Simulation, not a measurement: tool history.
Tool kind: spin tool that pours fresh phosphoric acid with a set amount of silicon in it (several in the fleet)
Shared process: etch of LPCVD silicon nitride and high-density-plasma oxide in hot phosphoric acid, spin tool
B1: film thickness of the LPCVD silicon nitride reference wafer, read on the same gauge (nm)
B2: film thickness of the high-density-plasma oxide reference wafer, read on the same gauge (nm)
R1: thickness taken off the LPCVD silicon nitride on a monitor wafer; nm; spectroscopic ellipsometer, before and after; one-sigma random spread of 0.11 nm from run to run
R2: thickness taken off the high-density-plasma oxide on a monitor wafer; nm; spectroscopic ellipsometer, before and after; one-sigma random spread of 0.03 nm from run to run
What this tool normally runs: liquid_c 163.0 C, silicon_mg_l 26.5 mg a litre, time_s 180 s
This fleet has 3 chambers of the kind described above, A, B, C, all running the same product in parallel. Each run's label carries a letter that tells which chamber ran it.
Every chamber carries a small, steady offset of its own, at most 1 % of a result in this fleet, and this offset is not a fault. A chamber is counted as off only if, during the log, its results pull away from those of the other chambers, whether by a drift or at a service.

Run 1C, hour 7.7: usual settings; B1 89.985; B2 130.00. Result: R1 17.3710 nm, R2 0.34260 nm.
Run 2A, hour 13.6: usual settings; B1 90.018; B2 130.00. Result: R1 17.5550 nm, R2 0.30229 nm.
Run 3B, hour 25.5: usual settings; B1 89.979; B2 130.00. Result: R1 17.3390 nm, R2 0.26564 nm.
Run 4B, hour 31.5: usual settings; B1 89.992; B2 130.00. Result: R1 17.2080 nm, R2 0.33812 nm.
Run 5A, hour 43.9: usual settings; B1 90.009; B2 129.98. Result: R1 17.5890 nm, R2 0.30356 nm.
Run 6C, hour 52.0: usual settings; B1 90.018; B2 130.01. Result: R1 17.3490 nm, R2 0.25385 nm.
Run 7B, hour 63.1: usual settings; B1 90.025; B2 130.01. Result: R1 17.4200 nm, R2 0.29130 nm.
At hour 71.1: chamber B: thermometer replaced.
Run 8A, hour 74.6: usual settings; B1 90.024; B2 130.00. Result: R1 17.9290 nm, R2 0.32050 nm.
Run 9C, hour 85.9: usual settings; B1 90.026; B2 130.01. Result: R1 17.6790 nm, R2 0.34025 nm.
Run 10B, hour 94.8: usual settings; B1 90.006; B2 130.01. Result: R1 17.3570 nm, R2 0.33277 nm.
Run 11A, hour 101.5: usual settings; B1 90.003; B2 129.98. Result: R1 18.0120 nm, R2 0.29642 nm.
Run 12C, hour 113.3: usual settings; B1 90.008; B2 130.00. Result: R1 17.4200 nm, R2 0.31264 nm.
Run 13C, hour 119.5: usual settings; B1 90.013; B2 129.99. Result: R1 17.5250 nm, R2 0.28394 nm.
Run 14B, hour 128.0: usual settings; B1 89.988; B2 130.02. Result: R1 17.3130 nm, R2 0.28267 nm.
Run 15A, hour 135.1: usual settings but time_s 85 s; B1 89.986; B2 129.99. Result: R1 8.6542 nm, R2 0.14401 nm.
Run 16A, hour 148.0: usual settings but time_s 85 s; B1 90.014; B2 130.00. Result: R1 8.5915 nm, R2 0.18697 nm.
Run 17C, hour 158.4: usual settings but time_s 85 s; B1 89.991; B2 129.98. Result: R1 8.3238 nm, R2 0.14071 nm.
Run 18B, hour 168.8: usual settings; B1 90.006; B2 129.99. Result: R1 17.2120 nm, R2 0.31887 nm.
Run 19C, hour 181.6: usual settings; B1 90.029; B2 130.01. Result: R1 17.5450 nm, R2 0.27921 nm.
Run 20A, hour 187.9: usual settings; B1 90.037; B2 129.98. Result: R1 18.4630 nm, R2 0.36354 nm.
Run 21B, hour 196.9: usual settings; B1 89.990; B2 129.97. Result: R1 17.5190 nm, R2 0.28827 nm.
Run 22B, hour 205.5: usual settings; B1 90.047; B2 130.01. Result: R1 17.3090 nm, R2 0.32979 nm.

Next, every chamber runs the same settings. What will each give?
Run 23A, hour 214.9: usual settings but liquid_c 160.5 C. Result: R1 ?, R2 ?.
Run 23B, hour 214.9: usual settings but liquid_c 160.5 C. Result: R1 ?, R2 ?.
Run 23C, hour 214.9: usual settings but liquid_c 160.5 C. Result: R1 ?, R2 ?.

run       R1       R2
23A  16.8120  0.25567
23B  15.8350  0.29607
23C  16.0140  0.26176
